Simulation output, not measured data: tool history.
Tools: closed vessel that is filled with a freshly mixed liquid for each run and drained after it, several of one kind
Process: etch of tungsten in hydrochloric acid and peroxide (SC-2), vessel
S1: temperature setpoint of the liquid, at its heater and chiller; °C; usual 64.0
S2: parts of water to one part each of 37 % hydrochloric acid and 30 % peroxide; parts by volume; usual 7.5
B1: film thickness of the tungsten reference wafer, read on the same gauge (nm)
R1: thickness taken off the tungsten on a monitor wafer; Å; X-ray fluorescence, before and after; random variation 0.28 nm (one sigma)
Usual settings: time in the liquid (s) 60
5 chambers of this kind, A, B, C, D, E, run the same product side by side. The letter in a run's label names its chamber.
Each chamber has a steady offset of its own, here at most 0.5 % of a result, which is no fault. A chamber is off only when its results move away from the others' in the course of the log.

{"run": "1A", "hour": 3.2, "S1": 64.0, "S2": 7.5, "time in the liquid (s)": 60, "B1": 130.0, "R1": 362.1}
{"run": "2E", "hour": 7.4, "S1": 64.0, "S2": 7.5, "time in the liquid (s)": 60, "B1": 130.0, "R1": 362.58}
{"run": "3D", "hour": 11.8, "S1": 64.0, "S2": 7.5, "time in the liquid (s)": 60, "B1": 129.99, "R1": 361.0}
{"run": "4C", "hour": 15.4, "S1": 64.0, "S2": 7.5, "time in the liquid (s)": 60, "B1": 130.0, "R1": 359.63}
{"run": "5B", "hour": 19.1, "S1": 64.0, "S2": 7.5, "time in the liquid (s)": 60, "B1": 130.01, "R1": 363.4}
{"run": "6B", "hour": 22.2, "S1": 64.0, "S2": 7.5, "time in the liquid (s)": 60, "B1": 130.01, "R1": 356.2}
{"run": "7E", "hour": 27.7, "S1": 64.0, "S2": 7.5, "time in the liquid (s)": 30, "B1": 130.02, "R1": 181.51}
{"run": "8D", "hour": 30.3, "S1": 64.0, "S2": 7.5, "time in the liquid (s)": 30, "B1": 130.01, "R1": 181.11}
{"run": "9A", "hour": 35.0, "S1": 64.0, "S2": 7.5, "time in the liquid (s)": 30, "B1": 130.0, "R1": 179.42}
{"run": "10C", "hour": 40.1, "S1": 64.0, "S2": 7.5, "time in the liquid (s)": 30, "B1": 130.0, "R1": 179.61}
{"run": "11D", "hour": 44.4, "S1": 64.0, "S2": 7.5, "time in the liquid (s)": 30, "B1": 130.02, "R1": 181.99}
{"run": "12B", "hour": 48.7, "S1": 64.0, "S2": 7.5, "time in the liquid (s)": 60, "B1": 129.99, "R1": 359.2}
{"run": "13C", "hour": 54.3, "S1": 60.5, "S2": 7.5, "time in the liquid (s)": 60, "B1": 130.01, "R1": 290.6}
{"run": "14A", "hour": 57.5, "S1": 60.5, "S2": 7.5, "time in the liquid (s)": 60, "B1": 129.99, "R1": 285.02}
{"run": "15E", "hour": 62.2, "S1": 60.5, "S2": 7.5, "time in the liquid (s)": 60, "B1": 129.98, "R1": 294.11}
{"run": "16B", "hour": 66.8, "S1": 60.5, "S2": 7.5, "time in the liquid (s)": 60, "B1": 130.01, "R1": 288.02}
{"run": "17E", "hour": 69.7, "S1": 60.5, "S2": 7.5, "time in the liquid (s)": 60, "B1": 130.01, "R1": 293.9}
{"run": "18D", "hour": 74.9, "S1": 64.0, "S2": 7.5, "time in the liquid (s)": 60, "B1": 130.01, "R1": 360.67}
{"run": "19C", "hour": 78.8, "S1": 64.0, "S2": 7.5, "time in the liquid (s)": 60, "B1": 130.01, "R1": 359.13}
{"hour": 78.9, "done": "chamber C: chemicals flow meter replaced"}
{"run": "20A", "hour": 81.4, "S1": 64.0, "S2": 7.5, "time in the liquid (s)": 60, "B1": 130.01, "R1": 348.39}
{"hour": 83.6, "done": "chamber E: chemicals flow meter replaced"}
{"run": "21B", "hour": 86.0, "S1": 60.5, "S2": 7.5, "time in the liquid (s)": 60, "B1": 130.02, "R1": 291.08}
{"run": "22E", "hour": 90.7, "S1": 60.5, "S2": 7.5, "time in the liquid (s)": 60, "B1": 129.99, "R1": 293.97}
{"run": "23D", "hour": 95.2, "S1": 60.5, "S2": 7.5, "time in the liquid (s)": 60, "B1": 130.01, "R1": 290.68}
{"run": "24A", "hour": 100.2, "S1": 60.5, "S2": 7.5, "time in the liquid (s)": 60, "B1": 129.99, "R1": 272.15}
{"run": "25C", "hour": 105.5, "S1": 60.5, "S2": 7.5, "time in the liquid (s)": 60, "B1": 129.99, "R1": 288.86}
{"run": "26D", "hour": 108.2, "S1": 64.0, "S2": 9.0, "time in the liquid (s)": 60, "B1": 129.99, "R1": 315.92}
{"run": "27C", "hour": 112.5, "S1": 64.0, "S2": 9.0, "time in the liquid (s)": 60, "B1": 130.02, "R1": 306.09}
{"run": "28A", "hour": 116.9, "S1": 64.0, "S2": 9.0, "time in the liquid (s)": 60, "B1": 130.01, "R1": 290.92}
{"run": "29B", "hour": 119.9, "S1": 64.0, "S2": 9.0, "time in the liquid (s)": 60, "B1": 130.0, "R1": 311.53}
{"run": "30E", "hour": 123.1, "S1": 64.0, "S2": 9.0, "time in the liquid (s)": 60, "B1": 130.0, "R1": 312.37}
{"run": "31D", "hour": 128.5, "S1": 64.0, "S2": 7.5, "time in the liquid (s)": 60, "B1": 129.99, "R1": 362.4}
{"run": "32E", "hour": 133.9, "S1": 64.0, "S2": 7.5, "time in the liquid (s)": 60, "B1": 130.01, "R1": 354.26}
{"run": "33C", "hour": 137.0, "S1": 64.0, "S2": 7.5, "time in the liquid (s)": 60, "B1": 130.01, "R1": 359.7}
{"run": "34A", "hour": 140.7, "S1": 64.0, "S2": 7.5, "time in the liquid (s)": 60, "B1": 129.98, "R1": 333.12}

What goes on in this fleet: one chamber off, a drifting gauge, or nothing beyond the chambers' own small offsets? Name the chamber and the cause, if any.

Chamber A drifts away from the others.
Cause: chemicals flow below the setpoint (%) = 11.3.
The log may not tell that from: liquid colder than its thermometer reads (K).

Here are 4 candidates for chamber A's next run, each the usual settings with a change, their results left as question marks. Which one brings its results back in line with what the others give on the usual settings?
In line means no further than this from the other chambers' mean on the usual settings: R1 9.70 Å
{"run": "35A-1", "hour": 145.0, "S1": 62.5, "S2": 7.5, "time in the liquid (s)": 60, "R1": "?"}
{"run": "35A-2", "hour": 145.0, "S1": 64.0, "S2": 9.5, "time in the liquid (s)": 60, "R1": "?"}
{"run": "35A-3", "hour": 145.0, "S1": 65.5, "S2": 7.5, "time in the liquid (s)": 60, "R1": "?"}
{"run": "35A-4", "hour": 145.0, "S1": 65.0, "S2": 7.0, "time in the liquid (s)": 65, "R1": "?"}

The other chambers' mean on the usual settings: R1 361.40 Å
run=35A-1 R1=301.80
run=35A-2 R1=272.21
run=35A-3 R1=362.67
run=35A-4 R1=402.90
35A-3 brings the chamber back in line.
